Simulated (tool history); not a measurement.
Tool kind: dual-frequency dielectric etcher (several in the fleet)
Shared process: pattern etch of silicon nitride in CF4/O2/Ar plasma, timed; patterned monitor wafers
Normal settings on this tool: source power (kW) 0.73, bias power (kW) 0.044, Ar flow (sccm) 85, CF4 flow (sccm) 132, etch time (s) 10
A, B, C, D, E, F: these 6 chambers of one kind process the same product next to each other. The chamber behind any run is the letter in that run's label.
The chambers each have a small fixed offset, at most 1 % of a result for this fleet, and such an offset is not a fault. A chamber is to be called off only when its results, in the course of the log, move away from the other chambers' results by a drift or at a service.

run	day	source power (kW)	bias power (kW)	Ar flow (sccm)	CF4 flow (sccm)	etch time (s)	read-back reference wafer on the same gauge, depth_nm	mean etch depth across the wafer (nm)
1D	0.562	0.73	0.044	85	132	10	23.483	26.648
2A	0.879	0.73	0.044	85	132	10	23.493	26.376
# day 1.112: chamber D: wet clean of the chamber
3C	1.446	0.73	0.044	85	132	10	23.505	26.705
4E	1.775	0.73	0.044	85	132	10	23.496	26.558
5F	2.242	0.73	0.044	85	132	10	23.505	26.478
6B	2.692	0.73	0.044	85	132	10	23.497	26.846
# day 3.167: chamber B: wet clean of the chamber
7A	3.242	0.73	0.044	85	132	10	23.495	26.361
8D	3.733	0.73	0.044	85	132	10	23.499	26.629
9E	4.196	0.73	0.044	85	132	10	23.536	26.644
10B	4.55	0.73	0.044	85	132	10	23.501	26.613
# day 4.733: chamber C: wet clean of the chamber
11C	5.008	0.73	0.044	85	132	10	23.511	26.648
# day 5.362: chamber E: wet clean of the chamber
12F	5.433	0.73	0.044	85	132	10	23.502	26.593
13E	5.95	0.73	0.044	85	132	10	23.453	26.721
14F	6.592	0.73	0.044	85	132	10	23.518	26.777
# day 6.775: chamber A: wet clean of the chamber
15D	6.983	0.73	0.044	85	132	10	23.489	26.585
16B	7.433	0.73	0.044	85	132	10	23.484	26.713
17A	7.792	0.73	0.044	69	114	10	23.507	26.656
18C	8.075	0.73	0.044	69	114	10	23.487	26.839
19C	8.558	0.73	0.044	69	114	10	23.522	26.695
20D	8.9	0.73	0.044	69	114	10	23.504	26.908
21A	9.175	0.73	0.044	69	114	10	23.494	26.71
22B	9.55	0.73	0.044	69	114	10	23.502	27.059
23F	10.025	0.73	0.044	85	132	10	23.475	26.414
24E	10.667	0.73	0.044	85	132	10	23.507	26.693
# day 10.879: chamber A: bias power generator calibrated
# day 10.933: chamber F: wet clean of the chamber
25D	11.238	0.73	0.044	85	132	10	23.501	26.693
26F	11.754	0.73	0.044	85	132	10	23.49	26.56
27E	12.221	0.73	0.044	85	132	10	23.495	26.583
28B	12.575	0.73	0.044	85	132	10	23.486	26.805
29A	12.875	0.73	0.044	85	132	10	23.466	26.53
30C	13.433	0.73	0.034	103	132	10	23.532	23.772
31F	14.075	0.73	0.034	103	132	10	23.472	23.876
32D	14.375	0.73	0.034	103	132	10	23.507	24.104
33A	14.821	0.73	0.034	103	132	10	23.491	23.973
34C	15.396	0.73	0.034	103	132	10	23.533	24.074
35B	15.683	0.73	0.034	103	132	10	23.522	24.226
36E	16.262	0.73	0.044	85	132	10	23.491	26.644
37D	16.708	0.73	0.044	85	132	10	23.511	26.745
38A	17.179	0.73	0.044	85	132	10	23.484	26.501
39F	17.788	0.73	0.044	85	132	10	23.513	26.631
40E	18.162	0.73	0.044	85	132	10	23.506	26.734
41C	18.517	0.73	0.044	85	132	10	23.486	26.679
42B	19.146	0.73	0.044	85	132	10	23.524	26.914

Which is it: a chamber that has drifted or been left off by a service, a gauge drift common to all chambers, or only each chamber's usual small offset? If a chamber is off, name it and its likeliest cause.

Beyond each chamber's small constant offset nothing stands out, and the gauge stays steady.
